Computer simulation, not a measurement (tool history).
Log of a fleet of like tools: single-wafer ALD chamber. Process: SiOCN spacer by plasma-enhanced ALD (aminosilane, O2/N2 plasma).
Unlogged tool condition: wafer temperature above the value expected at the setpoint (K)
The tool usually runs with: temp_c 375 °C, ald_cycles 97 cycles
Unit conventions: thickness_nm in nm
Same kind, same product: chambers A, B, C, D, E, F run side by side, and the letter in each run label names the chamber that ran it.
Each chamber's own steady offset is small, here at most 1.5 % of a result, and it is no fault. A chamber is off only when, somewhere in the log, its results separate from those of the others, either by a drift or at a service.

run   hour  temp_c  ald_cycles  hours since the last thermocouple change  read-back reference wafer on the same gauge, thickness_nm  thickness_nm
 1E   13.3     375          97                                    1215.9                                                     5.8115        5.8168
 2A   26.2     375          97                                     431.3                                                     5.8095        5.7973
 3F   34.4     375          97                                      57.7                                                     5.8093        5.8137
 4D     48     375          97                                     423.3                                                     5.8146        5.8439
 5C   59.5     375          97                                     466.6                                                     5.8112        5.8144
 6B   70.2     375          97                                    1161.4                                                     5.8085        5.8702
 7C   78.1     375          97                                     485.2                                                     5.8102        5.8101
 8D   90.8     375          97                                     466.1                                                     5.8057        5.8489
 9A     97     375          97                                     502.1                                                     5.8088        5.7827
10E  105.3     375          97                                    1307.9                                                     5.8161        5.8858
11F  115.6     385         105                                     138.9                                                     5.8135        6.2895
12B  123.8     385         105                                      1215                                                     5.8152        6.3234
13A  137.3     385         105                                     542.4                                                     5.8077        6.2725
14B  146.8     385         105                                      1238                                                     5.8051        6.3426
15D    159     385         105                                     534.3                                                     5.8019        6.3844
16C  167.2     385         105                                     574.3                                                     5.8055        6.2385
17E  175.3     375          97                                    1377.9                                                     5.8134        5.8505
18F  184.8     375          97                                     208.1                                                     5.8096        5.8145
19E  191.4     375          97                                      1394                                                     5.8043        5.8747
20A  197.7     366         103                                     602.8                                                      5.805        6.1132
21B  206.7     366         103                                    1297.9                                                     5.8162        6.2397
22C  219.5     366         103                                     626.6                                                     5.8052        6.1295
23D  232.4     366         103                                     607.7                                                     5.8102        6.2662
24F  239.5     366         103                                     262.8                                                     5.8065        6.1917
25D  249.7     366         103                                       625                                                       5.81        6.2471
26E  259.3     375          97                                    1461.9                                                      5.812        5.8569
27B    269     367         112                                    1360.2                                                     5.8081        6.7412
28A  282.3     367         112                                     687.4                                                     5.8133        6.6794
29C  295.2     367         112                                     702.3                                                     5.8082         6.698
30F  308.6     367         112                                     331.9                                                     5.8004        6.7072
31C  315.6     367         112                                     722.7                                                     5.8117        6.7394
32E    328     367         112                                    1530.6                                                     5.8123        6.7416
33F  341.5     375          97                                     364.8                                                     5.8119        5.7747
34B  350.4     375          97                                    1441.6                                                     5.8045        5.8537
35A  356.9     375          97                                       762                                                     5.8092        5.7868
36D  365.3     375          97                                     740.6                                                     5.8136        5.8669
37F  373.2     375          97                                     396.5                                                     5.8127        5.8204
38B  382.9     375          97                                    1474.1                                                     5.8078         5.866
39E  392.1     375          97                                    1594.7                                                     5.8126        5.8263
40C  403.4     361          97                                     810.5                                                     5.8062        5.7983
41D  410.6     361          97                                     785.9                                                     5.8165        5.9332
42A  420.6     361          97                                     825.7                                                      5.807        5.7706

One chamber off, gauge drift, or nothing amiss beyond the chambers' own small offsets? If it is a chamber, which one, and what is the likeliest cause?

All chambers stay in line apart from their small fixed offsets, and the gauge does not drift.

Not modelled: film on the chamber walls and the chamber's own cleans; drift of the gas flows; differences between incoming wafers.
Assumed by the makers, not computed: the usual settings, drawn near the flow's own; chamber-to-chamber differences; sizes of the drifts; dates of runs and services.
